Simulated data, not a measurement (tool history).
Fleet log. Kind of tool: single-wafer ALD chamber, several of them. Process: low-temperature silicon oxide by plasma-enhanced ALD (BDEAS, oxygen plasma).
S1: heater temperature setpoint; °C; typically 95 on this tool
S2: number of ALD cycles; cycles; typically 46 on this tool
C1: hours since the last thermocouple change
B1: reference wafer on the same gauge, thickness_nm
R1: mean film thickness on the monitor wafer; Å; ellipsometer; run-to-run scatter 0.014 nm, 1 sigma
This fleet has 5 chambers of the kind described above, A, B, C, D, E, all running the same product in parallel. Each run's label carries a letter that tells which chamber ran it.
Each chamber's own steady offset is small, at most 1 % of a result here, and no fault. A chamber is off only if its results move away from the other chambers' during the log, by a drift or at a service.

| run | day | S1 | S2 | C1 | B1 | R1 |
|---|---|---|---|---|---|---|
| 1A | 0.596 | 95 | 46 | 861.1 | 6.6430 | 67.071 |
| 2C | 1.112 | 95 | 46 | 1165.4 | 6.6416 | 66.426 |
| 3E | 1.625 | 95 | 46 | 1229.2 | 6.6397 | 67.178 |
| 4B | 2.004 | 95 | 46 | 947.6 | 6.6436 | 67.491 |
|  | 2.046 | chamber C: thermocouple changed; heater temperature recalibrated |
| 5D | 2.388 | 95 | 46 | 2641.6 | 6.6379 | 67.056 |
| 6B | 2.796 | 95 | 38 | 966.6 | 6.6436 | 55.816 |
| 7D | 3.142 | 95 | 38 | 2659.7 | 6.6399 | 55.388 |
| 8C | 3.521 | 95 | 38 | 35.5 | 6.6389 | 55.048 |
| 9E | 4.038 | 95 | 38 | 1287.1 | 6.6419 | 55.380 |
| 10A | 4.512 | 95 | 38 | 955.1 | 6.6367 | 55.310 |
| 11A | 5.117 | 102 | 46 | 969.6 | 6.6363 | 65.810 |
| 12C | 5.400 | 102 | 46 | 80.6 | 6.6440 | 65.362 |
| 13B | 5.767 | 102 | 46 | 1037.9 | 6.6404 | 66.104 |
| 14E | 6.229 | 102 | 46 | 1339.7 | 6.6361 | 65.475 |
| 15D | 6.862 | 102 | 46 | 2749.0 | 6.6375 | 65.499 |
| 16B | 7.271 | 95 | 46 | 1074.0 | 6.6441 | 67.617 |
| 17C | 7.704 | 95 | 46 | 135.9 | 6.6425 | 66.456 |
| 18A | 8.125 | 95 | 46 | 1041.8 | 6.6422 | 66.863 |
| 19E | 8.462 | 95 | 46 | 1393.3 | 6.6415 | 67.027 |
| 20D | 8.812 | 95 | 46 | 2795.8 | 6.6393 | 67.037 |
| 21A | 9.217 | 95 | 46 | 1068.0 | 6.6410 | 67.203 |
| 22E | 9.708 | 95 | 46 | 1423.2 | 6.6395 | 67.048 |
| 23B | 10.167 | 89 | 46 | 1143.5 | 6.6396 | 69.048 |
| 24D | 10.654 | 89 | 46 | 2840.0 | 6.6402 | 68.507 |
| 25C | 11.188 | 89 | 46 | 219.5 | 6.6391 | 67.996 |
| 26E | 11.638 | 89 | 46 | 1469.5 | 6.6384 | 68.074 |
| 27C | 12.054 | 89 | 46 | 240.3 | 6.6397 | 67.782 |
|  | 12.096 | chamber A: thermocouple changed; heater temperature recalibrated |
| 28A | 12.654 | 95 | 46 | 13.5 | 6.6396 | 67.293 |
| 29D | 13.121 | 95 | 46 | 2899.2 | 6.6387 | 67.065 |
| 30B | 13.546 | 95 | 46 | 1224.6 | 6.6451 | 67.494 |
| 31C | 13.971 | 95 | 46 | 286.3 | 6.6369 | 66.577 |
| 32B | 14.300 | 95 | 46 | 1242.7 | 6.6389 | 67.524 |

Is one chamber off against the others, does the gauge drift, or is nothing wrong? If a chamber is off, say which, and what the likeliest cause is.

Beyond each chamber's small constant offset nothing stands out, and the gauge stays steady.
